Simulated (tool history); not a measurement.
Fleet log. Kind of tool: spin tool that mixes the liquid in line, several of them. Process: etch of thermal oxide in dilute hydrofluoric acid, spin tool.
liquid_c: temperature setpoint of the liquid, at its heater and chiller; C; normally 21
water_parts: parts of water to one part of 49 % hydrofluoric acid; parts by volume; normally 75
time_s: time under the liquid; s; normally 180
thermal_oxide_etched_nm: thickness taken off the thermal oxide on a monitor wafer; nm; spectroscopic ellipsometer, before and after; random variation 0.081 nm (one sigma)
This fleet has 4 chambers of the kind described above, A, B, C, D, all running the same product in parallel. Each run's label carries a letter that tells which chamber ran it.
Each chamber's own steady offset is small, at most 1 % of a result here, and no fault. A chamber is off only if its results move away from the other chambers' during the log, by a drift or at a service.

run,day,liquid_c,water_parts,time_s,hours since the thermometer was replaced,hours since the hydrofluoric acid flow meter was replaced,"read-back film thickness of the thermal oxide reference wafer, read on the same gauge (nm)",thermal_oxide_etched_nm
1C,0.617,21,75,180,610.5,48.9,89.995,10.446
2A,1.062,21,75,180,584,219.4,90.006,10.419
3B,1.708,21,75,180,279.5,271,89.997,10.275
4D,2.288,21,75,180,260.8,828.1,90.031,10.668
5D,2.583,21,75,180,267.9,835.2,90.009,10.575
6B,3.129,21,75,180,313.6,305.1,90,10.346
7C,3.708,21,75,180,684.7,123.1,90.017,10.394
8A,3.992,21,75,95,654.3,289.7,90.004,5.5148
9D,4.367,21,75,95,310.7,878,90,5.7429
10C,4.717,21,75,95,708.9,147.3,90.011,5.5775
11A,5.25,21,75,95,684.5,319.9,90.007,5.5683
12B,5.638,21,75,180,373.8,365.3,90.018,10.177
13C,6.279,21,75,180,746.4,184.8,90.022,10.493
14A,6.838,21,75,180,722.6,358,90.005,10.444
15B,7.475,21,75,180,417.9,409.4,90.008,10.177
16D,7.9,21,75,180,395.5,962.8,89.984,11.113
17D,8.333,21,75,180,405.9,973.2,89.998,11.367
18A,8.842,21,75,180,770.7,406.1,90,10.437
19B,9.367,21,75,180,463.3,454.8,90.01,10.356
20C,9.967,21,75,180,834.9,273.3,90.007,10.325
21A,10.546,17.5,75,180,811.6,447,89.996,8.9771
22B,10.958,17.5,75,180,501.5,493,90.005,9.0151
23C,11.254,17.5,75,180,865.8,304.2,89.972,9.1804
24D,11.542,17.5,75,180,482.9,1050.2,89.998,10.02
25A,12.171,21,75,180,850.6,486,89.998,10.323

Is one chamber off against the others, does the gauge drift, or is nothing wrong? If a chamber is off, say which, and what the likeliest cause is.

It is chamber D that slowly wanders off from its peers.
What lies behind it: liquid hotter than its thermometer reads (K) = 2.54.
It could be hard to tell apart here from: hydrofluoric acid flow above the setpoint (%).

Which of the 4 candidates below, each the usual settings with something changed and its results left as question marks, puts chamber D back in line with what the other chambers give on the usual settings?
In line here means within this much of the mean the other chambers give on the usual settings: thermal_oxide_etched_nm 0.28 nm
26D-1,12.638,21,70,185,,,,?
26D-2,12.638,21,80,175,,,,?
26D-3,12.638,17,75,180,,,,?
26D-4,12.638,21,70,195,,,,?

On the usual settings, the other chambers give on average: thermal_oxide_etched_nm 10.385 nm
run,thermal_oxide_etched_nm
26D-1,12.765
26D-2,10.424
26D-3,9.7678
26D-4,13.455
It is 26D-2 that realigns the chamber with its peers.

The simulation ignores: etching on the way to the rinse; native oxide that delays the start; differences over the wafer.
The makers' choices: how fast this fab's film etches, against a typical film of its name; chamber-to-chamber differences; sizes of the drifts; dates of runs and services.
